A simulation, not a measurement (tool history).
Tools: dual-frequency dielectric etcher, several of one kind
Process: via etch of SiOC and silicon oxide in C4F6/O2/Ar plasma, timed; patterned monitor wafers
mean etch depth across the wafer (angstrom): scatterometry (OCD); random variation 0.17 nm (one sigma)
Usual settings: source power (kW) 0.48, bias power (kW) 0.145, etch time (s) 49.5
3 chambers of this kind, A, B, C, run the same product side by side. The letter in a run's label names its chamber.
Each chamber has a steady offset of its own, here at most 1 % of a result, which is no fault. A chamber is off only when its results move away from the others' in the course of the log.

run	hour	source power (kW)	bias power (kW)	etch time (s)	hours since the last wet clean	hours since the last source power generator calibration	hours since the last bias power generator calibration	read-back reference wafer on the same gauge, depth_nm	mean etch depth across the wafer (angstrom)
1B	6	0.48	0.145	49.5	44.9	987.9	1780.2	50.426	560.18
2C	10.4	0.48	0.145	49.5	177.9	544.8	1284.1	50.396	560.04
3A	15.7	0.48	0.145	49.5	240.5	1982.3	1276.3	50.393	566.76
# hour 22.1: chamber B: bias power generator calibrated
4C	24.8	0.48	0.145	49.5	192.3	559.2	1298.5	50.388	561.78
5B	30.7	0.48	0.145	49.5	69.6	1012.6	8.6	50.398	561.25
6A	37	0.58	0.145	60.5	261.8	2003.6	1297.6	50.373	744.64
7B	41.2	0.58	0.145	60.5	80.1	1023.1	19.1	50.433	735.31
8A	49.6	0.58	0.145	60.5	274.4	2016.2	1310.2	50.381	743.54
9C	55.3	0.48	0.145	49.5	222.8	589.7	1329	50.399	563.97
10C	62.2	0.48	0.112	49.5	229.7	596.6	1335.9	50.386	519.11
11A	70.7	0.48	0.112	49.5	295.5	2037.3	1331.3	50.423	525.86
12B	74.7	0.48	0.112	49.5	113.6	1056.6	52.6	50.372	516.22
13B	83.9	0.48	0.145	49.5	122.8	1065.8	61.8	50.412	560.84
14A	93.1	0.48	0.145	49.5	317.9	2059.7	1353.7	50.398	566.13
# hour 94.3: chamber A: wet clean of the chamber
15C	100.9	0.48	0.145	49.5	268.4	635.3	1374.6	50.399	561.39
16C	106.8	0.48	0.145	49.5	274.3	641.2	1380.5	50.369	561.5
17B	114.2	0.48	0.145	49.5	153.1	1096.1	92.1	50.377	556.6
18A	121.9	0.48	0.145	49.5	27.7	2088.5	1382.5	50.432	578.65
19B	128.3	0.48	0.145	49.5	167.2	1110.2	106.2	50.39	560.17
20C	132.6	0.48	0.145	49.5	300.1	667	1406.3	50.333	560.7
21A	138.5	0.48	0.145	49.5	44.3	2105.1	1399.1	50.414	579.03
22A	143.1	0.48	0.145	45	48.9	2109.7	1403.7	50.39	525.2
23B	151.3	0.48	0.145	45	190.2	1133.2	129.2	50.381	510.06
24C	157.9	0.48	0.145	45	325.4	692.3	1431.6	50.411	508.57
25B	166.6	0.48	0.145	54	205.5	1148.5	144.5	50.388	606.46
26C	172.9	0.48	0.145	54	340.4	707.3	1446.6	50.406	610.29
27A	180.1	0.48	0.145	54	85.9	2146.7	1440.7	50.409	630.86
28C	188.2	0.48	0.145	49.5	355.7	722.6	1461.9	50.389	560.6
29B	192.5	0.48	0.145	49.5	231.4	1174.4	170.4	50.425	557.78
30A	199.1	0.48	0.145	49.5	104.9	2165.7	1459.7	50.413	578.45
31C	207.9	0.48	0.145	49.5	375.4	742.3	1481.6	50.383	555.99
32B	217	0.48	0.145	49.5	255.9	1198.9	194.9	50.426	560.4
33A	222.3	0.48	0.145	49.5	128.1	2188.9	1482.9	50.418	578.26
34C	230	0.48	0.145	49.5	397.5	764.4	1503.7	50.404	564.47
35B	235.1	0.48	0.145	49.5	274	1217	213	50.414	563.12
36A	239.7	0.48	0.145	49.5	145.5	2206.3	1500.3	50.419	577.49
37A	244.9	0.48	0.145	49.5	150.7	2211.5	1505.5	50.432	577.76
38C	253.3	0.48	0.145	49.5	420.8	787.7	1527	50.399	561.73
39B	259.9	0.48	0.145	49.5	298.8	1241.8	237.8	50.429	562.95
40C	266.6	0.48	0.145	49.5	434.1	801	1540.3	50.384	562.49
41A	273.1	0.48	0.145	49.5	178.9	2239.7	1533.7	50.4	579.49
42B	281.2	0.48	0.145	49.5	320.1	1263.1	259.1	50.362	560.54
43B	286.1	0.48	0.145	49.5	325	1268	264	50.412	559.2

What goes on in this fleet: one chamber off, a drifting gauge, or nothing beyond the chambers' own small offsets? Name the chamber and the cause, if any.

A service left chamber A off against the others.
Cause: etch rate over this chamber's usual, % = 2.53.

Here are 4 candidates for chamber A's next run, each the usual settings with a change, their results left as question marks. Which one brings its results back in line with what the others give on the usual settings?
In line means no further than this from the other chambers' mean on the usual settings: mean etch depth across the wafer (angstrom) 5.9
44A-1	292.7	0.48	0.145	50					?
44A-2	292.7	0.48	0.16	49.5					?
44A-3	292.7	0.48	0.13	49.5					?
44A-4	292.7	0.48	0.145	49					?

The other chambers' mean on the usual settings: mean etch depth across the wafer (angstrom) 560.86
run	mean etch depth across the wafer (angstrom)
44A-1	584.12
44A-2	596.2
44A-3	559.48
44A-4	572.44
44A-3 brings the chamber back in line.
